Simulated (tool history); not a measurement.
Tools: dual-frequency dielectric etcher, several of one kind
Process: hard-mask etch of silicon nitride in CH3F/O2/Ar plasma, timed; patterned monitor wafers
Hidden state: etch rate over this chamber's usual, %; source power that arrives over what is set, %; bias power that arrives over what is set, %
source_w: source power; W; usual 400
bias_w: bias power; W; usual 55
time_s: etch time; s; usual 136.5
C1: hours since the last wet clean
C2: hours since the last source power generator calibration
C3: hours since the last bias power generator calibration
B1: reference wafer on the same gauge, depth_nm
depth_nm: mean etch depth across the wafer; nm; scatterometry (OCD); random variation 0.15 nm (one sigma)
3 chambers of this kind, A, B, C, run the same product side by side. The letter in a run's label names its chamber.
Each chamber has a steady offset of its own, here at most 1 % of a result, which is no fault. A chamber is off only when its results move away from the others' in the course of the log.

Run 1B, hour 7.4: usual settings; C1 112.7; C2 1607.9; C3 620.9; B1 96.514. Result: depth_nm 87.368 nm.
At hour 13.9: chamber C: wet clean of the chamber.
Run 2A, hour 15.8: usual settings; C1 383.4; C2 23; C3 1995.2; B1 96.458. Result: depth_nm 87.42 nm.
Run 3C, hour 20.2: usual settings; C1 6.4; C2 2354.5; C3 248.8; B1 96.445. Result: depth_nm 86.824 nm.
Run 4C, hour 24.2: usual settings; C1 10.4; C2 2358.5; C3 252.8; B1 96.427. Result: depth_nm 86.436 nm.
Run 5A, hour 31.9: usual settings but time_s 98 s; C1 399.5; C2 39.1; C3 2011.3; B1 96.368. Result: depth_nm 62.727 nm.
Run 6B, hour 39.3: usual settings but time_s 98 s; C1 144.6; C2 1639.8; C3 652.8; B1 96.365. Result: depth_nm 62.496 nm.
Run 7C, hour 45: usual settings but time_s 98 s; C1 31.2; C2 2379.3; C3 273.6; B1 96.353. Result: depth_nm 62.238 nm.
Run 8A, hour 51.4: usual settings; C1 419; C2 58.6; C3 2030.8; B1 96.324. Result: depth_nm 87.164 nm.
Run 9B, hour 58.9: usual settings but source_w 350 W, time_s 150.5 s; C1 164.2; C2 1659.4; C3 672.4; B1 96.351. Result: depth_nm 91.321 nm.
Run 10C, hour 63.5: usual settings but source_w 350 W, time_s 150.5 s; C1 49.7; C2 2397.8; C3 292.1; B1 96.28. Result: depth_nm 90.698 nm.
Run 11B, hour 67.6: usual settings but source_w 350 W, time_s 150.5 s; C1 172.9; C2 1668.1; C3 681.1; B1 96.257. Result: depth_nm 91.129 nm.
Run 12A, hour 74.6: usual settings; C1 442.2; C2 81.8; C3 2054; B1 96.28. Result: depth_nm 87.157 nm.
Run 13B, hour 79.3: usual settings; C1 184.6; C2 1679.8; C3 692.8; B1 96.268. Result: depth_nm 87.016 nm.
Run 14C, hour 85: usual settings; C1 71.2; C2 2419.3; C3 313.6; B1 96.247. Result: depth_nm 86.602 nm.
Run 15A, hour 92.9: usual settings; C1 460.5; C2 100.1; C3 2072.3; B1 96.265. Result: depth_nm 86.874 nm.
Run 16C, hour 98.5: usual settings; C1 84.7; C2 2432.8; C3 327.1; B1 96.165. Result: depth_nm 86.556 nm.
Run 17A, hour 106.1: usual settings; C1 473.7; C2 113.3; C3 2085.5; B1 96.164. Result: depth_nm 87.212 nm.
Run 18B, hour 111.6: usual settings; C1 216.9; C2 1712.1; C3 725.1; B1 96.201. Result: depth_nm 87.118 nm.
Run 19C, hour 116.8: usual settings; C1 103; C2 2451.1; C3 345.4; B1 96.136. Result: depth_nm 86.559 nm.
Run 20B, hour 123: usual settings but time_s 158.5 s; C1 228.3; C2 1723.5; C3 736.5; B1 96.149. Result: depth_nm 100.97 nm.
Run 21A, hour 130: usual settings but time_s 158.5 s; C1 497.6; C2 137.2; C3 2109.4; B1 96.093. Result: depth_nm 101 nm.
Run 22A, hour 134.4: usual settings but time_s 158.5 s; C1 502; C2 141.6; C3 2113.8; B1 96.12. Result: depth_nm 101 nm.
Run 23C, hour 140.6: usual settings; C1 126.8; C2 2474.9; C3 369.2; B1 96.098. Result: depth_nm 86.641 nm.
Run 24B, hour 144.7: usual settings; C1 250; C2 1745.2; C3 758.2; B1 96.045. Result: depth_nm 86.823 nm.
Run 25A, hour 150.7: usual settings but bias_w 67 W; C1 518.3; C2 157.9; C3 2130.1; B1 96.02. Result: depth_nm 92.753 nm.
Run 26C, hour 158.6: usual settings but bias_w 67 W; C1 144.8; C2 2492.9; C3 387.2; B1 95.994. Result: depth_nm 92.083 nm.
Run 27B, hour 166.5: usual settings but bias_w 67 W; C1 271.8; C2 1767; C3 780; B1 95.997. Result: depth_nm 92.617 nm.
Run 28A, hour 174.5: usual settings; C1 542.1; C2 181.7; C3 2153.9; B1 95.946. Result: depth_nm 86.774 nm.
Run 29C, hour 181.5: usual settings; C1 167.7; C2 2515.8; C3 410.1; B1 95.979. Result: depth_nm 86.432 nm.
At hour 186.3: chamber B: source power generator calibrated.
Run 30B, hour 190.5: usual settings; C1 295.8; C2 4.3; C3 804; B1 95.95. Result: depth_nm 86.725 nm.
Run 31C, hour 198.3: usual settings but source_w 480 W, bias_w 68 W; C1 184.5; C2 2532.6; C3 426.9; B1 95.857. Result: depth_nm 99.045 nm.
Run 32B, hour 205.4: usual settings but source_w 480 W, bias_w 68 W; C1 310.7; C2 19.2; C3 818.9; B1 95.859. Result: depth_nm 99.709 nm.
Run 33A, hour 213.7: usual settings but source_w 480 W, bias_w 68 W; C1 581.3; C2 220.9; C3 2193.1; B1 95.889. Result: depth_nm 99.299 nm.

Is one chamber off against the others, does the gauge drift, or is nothing wrong? If a chamber is off, say which, and what the likeliest cause is.

The gauge drifts, so all chambers seem to drift together. No chamber is off.
Cause: gauge reads low (%) = 0.698.

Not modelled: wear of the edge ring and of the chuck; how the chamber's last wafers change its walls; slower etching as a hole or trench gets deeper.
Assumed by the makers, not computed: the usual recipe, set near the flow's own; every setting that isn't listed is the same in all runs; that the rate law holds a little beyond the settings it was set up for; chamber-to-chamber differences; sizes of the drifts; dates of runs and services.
